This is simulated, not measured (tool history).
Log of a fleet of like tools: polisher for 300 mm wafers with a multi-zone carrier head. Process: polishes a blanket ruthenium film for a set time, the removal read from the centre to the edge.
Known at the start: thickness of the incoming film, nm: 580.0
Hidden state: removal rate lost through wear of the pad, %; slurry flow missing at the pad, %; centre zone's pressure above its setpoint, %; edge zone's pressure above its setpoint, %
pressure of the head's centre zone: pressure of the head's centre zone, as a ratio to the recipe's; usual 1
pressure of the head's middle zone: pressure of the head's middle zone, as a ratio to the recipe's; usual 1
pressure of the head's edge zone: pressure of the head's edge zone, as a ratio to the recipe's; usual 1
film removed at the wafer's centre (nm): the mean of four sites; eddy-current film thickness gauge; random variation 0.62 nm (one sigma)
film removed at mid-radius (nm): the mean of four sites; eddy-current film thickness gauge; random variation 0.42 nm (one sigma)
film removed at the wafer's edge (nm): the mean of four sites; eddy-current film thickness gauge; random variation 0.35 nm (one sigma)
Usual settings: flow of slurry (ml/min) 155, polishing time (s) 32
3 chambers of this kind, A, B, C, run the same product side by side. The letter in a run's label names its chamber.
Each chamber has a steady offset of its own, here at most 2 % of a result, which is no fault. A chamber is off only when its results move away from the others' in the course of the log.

run    day  flow of slurry (ml/min)  pressure of the head's centre zone  pressure of the head's middle zone  pressure of the head's edge zone  polishing time (s)  wafers polished on this pad  hours since the slurry nozzle was cleaned  hours since the centre zone pressure was calibrated  hours since the edge zone pressure was calibrated  film removed at the wafer's centre (nm)  film removed at mid-radius (nm)  film removed at the wafer's edge (nm)
 1B  0.233                      155                                   1                                   1                                 1                  32                          790                                      292.7                                                218.2                                              299.8                                    46.61                            45.61                                 46.577
 2C  0.592                      155                                   1                                   1                                 1                  32                          280                                       79.4                                                  184                                              118.2                                   46.608                           45.877                                 46.449
     0.812  -- chamber A: slurry nozzle cleaned
 3A  0.921                      155                                   1                                   1                                 1                  32                          783                                        2.7                                                257.9                                              191.7                                   46.699                           46.604                                 46.064
 4A  1.221                      155                                   1                                   1                                 1                  32                          856                                        9.9                                                265.1                                              198.9                                   45.987                           46.929                                 45.147
 5B  1.467                      155                                   1                                   1                                 1                  32                         1088                                      322.3                                                247.8                                              329.4                                   47.246                           46.094                                 46.129
 6C  1.746                      155                                   1                                   1                                 1                  32                          559                                      107.1                                                211.7                                              145.9                                   45.903                           45.731                                 45.694
     1.833  -- chamber A: worn pad replaced by a new one
 7A  2.012                      155                                1.11                                1.05                                 1                  32                           44                                       28.9                                                284.1                                              217.9                                   52.997                           48.478                                  45.01
 8B  2.233                      155                                1.11                                1.05                                 1                  32                         1273                                      340.7                                                266.2                                              347.8                                   52.958                           48.036                                  46.62
 9C  2.454                      155                                1.11                                1.05                                 1                  32                          730                                      124.1                                                228.7                                              162.9                                   51.457                           47.304                                 46.455
10A  2.704                      155                                   1                                   1                                 1                  32                          211                                       45.5                                                300.7                                              234.5                                   45.817                            45.38                                 45.919
11B  3.008                      155                                   1                                   1                                 1                  32                         1460                                      359.3                                                284.8                                              366.4                                    47.04                           46.551                                 46.888
12C  3.242                      155                                   1                                   1                              1.09                  32                          921                                        143                                                247.6                                              181.8                                   45.383                           45.712                                 48.212
13B  3.629                      155                                   1                                   1                              1.09                  32                         1610                                      374.2                                                299.7                                              381.3                                   47.137                           46.279                                 48.078
14A  3.854                      155                                   1                                   1                              1.09                  32                          488                                       73.1                                                328.3                                              262.1                                   45.974                           45.984                                 47.725
15C  4.096                      155                                   1                                   1                                 1                  32                         1127                                      163.5                                                268.1                                              202.3                                   45.426                           45.319                                 46.087
     4.438  -- chamber C: worn pad replaced by a new one
16B  4.442                      155                                   1                                   1                                 1                  32                         1806                                      393.7                                                319.2                                              400.8                                   46.144                           45.284                                 45.102
17A   4.65                      155                                   1                                   1                                 1                  32                          681                                       92.2                                                347.4                                              281.2                                   45.729                           46.808                                 45.012
18C  4.979                      155                                   1                                   1                                 1                  32                          131                                      184.7                                                289.3                                              223.5                                   46.349                           45.812                                 45.481
19B  5.258                      155                                   1                                   1                                 1                  32                         2003                                      413.3                                                338.8                                              420.4                                   45.196                           43.973                                 44.902
20C  5.638                      155                                   1                                   1                                 1                  32                          290                                      200.5                                                305.1                                              239.3                                   45.514                           45.404                                 46.303
     5.762  -- chamber A: worn pad replaced by a new one
21A  5.838                      155                                0.96                                0.96                                 1                  32                           18                                      120.7                                                375.9                                              309.7                                   44.474                           44.067                                 45.448
22C  6.217                      155                                0.96                                0.96                                 1                  32                          430                                      214.4                                                  319                                              253.2                                   43.238                           44.594                                  46.53
23B  6.525                      155                                0.96                                0.96                                 1                  32                         2309                                      443.7                                                369.2                                              450.8                                   42.309                           42.003                                 43.913
24A  6.858                      155                                   1                                   1                                 1                  32                          265                                      145.2                                                400.4                                              334.2                                    45.15                           45.871                                 45.666
25A    7.1                      155                                   1                                   1                              1.09                  32                          323                                        151                                                406.2                                                340                                   45.829                           46.834                                 47.498
26C  7.333                      155                                   1                                   1                              1.09                  32                          699                                      241.2                                                345.8                                                280                                   45.695                           45.845                                  48.32
27B  7.654                      155                                   1                                   1                              1.09                  32                         2582                                      470.8                                                396.3                                              477.9                                   43.859                           43.281                                 44.772
28A  7.892                      155                                   1                                   1                                 1                  32                          514                                        170                                                425.2                                                359                                   45.293                           45.774                                 45.466
29B  8.196                      155                                   1                                   1                                 1                  32                         2713                                      483.8                                                409.3                                              490.9                                   43.405                           42.377                                 42.586
30C  8.567                      155                                   1                                   1                                 1                  32                          997                                      270.8                                                375.4                                              309.6                                   45.563                           45.631                                 45.657
31A   8.75                      155                                   1                                   1                                 1                  32                          722                                      190.6                                                445.8                                              379.6                                    45.68                           46.095                                 45.755
     8.838  -- chamber B: slurry nozzle cleaned
32B  9.029                      155                                   1                                   1                                 1                  32                         2914                                        4.7                                                429.3                                              510.9                                   43.322                           41.543                                  42.07
     9.033  -- chamber A: worn pad replaced by a new one
33C  9.225                      155                                1.05                                   1                              1.04                  32                         1156                                      286.6                                                391.2                                              325.4                                   48.385                           45.174                                 46.393
34A  9.454                      155                                1.05                                   1                              1.04                  32                          101                                      207.5                                                462.7                                              396.5                                   49.165                           46.453                                 46.334

All 3 chambers run these settings next. Forecast each chamber's results:
35A  9.746                      155                                   1                                   1                                 1                  32                                                                                                                                                                                                                        ?                                ?                                      ?
35B  9.746                      155                                   1                                   1                                 1                  32                                                                                                                                                                                                                        ?                                ?                                      ?
35C  9.746                      155                                   1                                   1                                 1                  32                                                                                                                                                                                                                        ?                                ?                                      ?

run  film removed at the wafer's centre (nm)  film removed at mid-radius (nm)  film removed at the wafer's edge (nm)
35A                                   46.708                           45.798                                 46.054
35B                                   41.523                           41.396                                 41.715
35C                                   45.613                           44.935                                 45.596
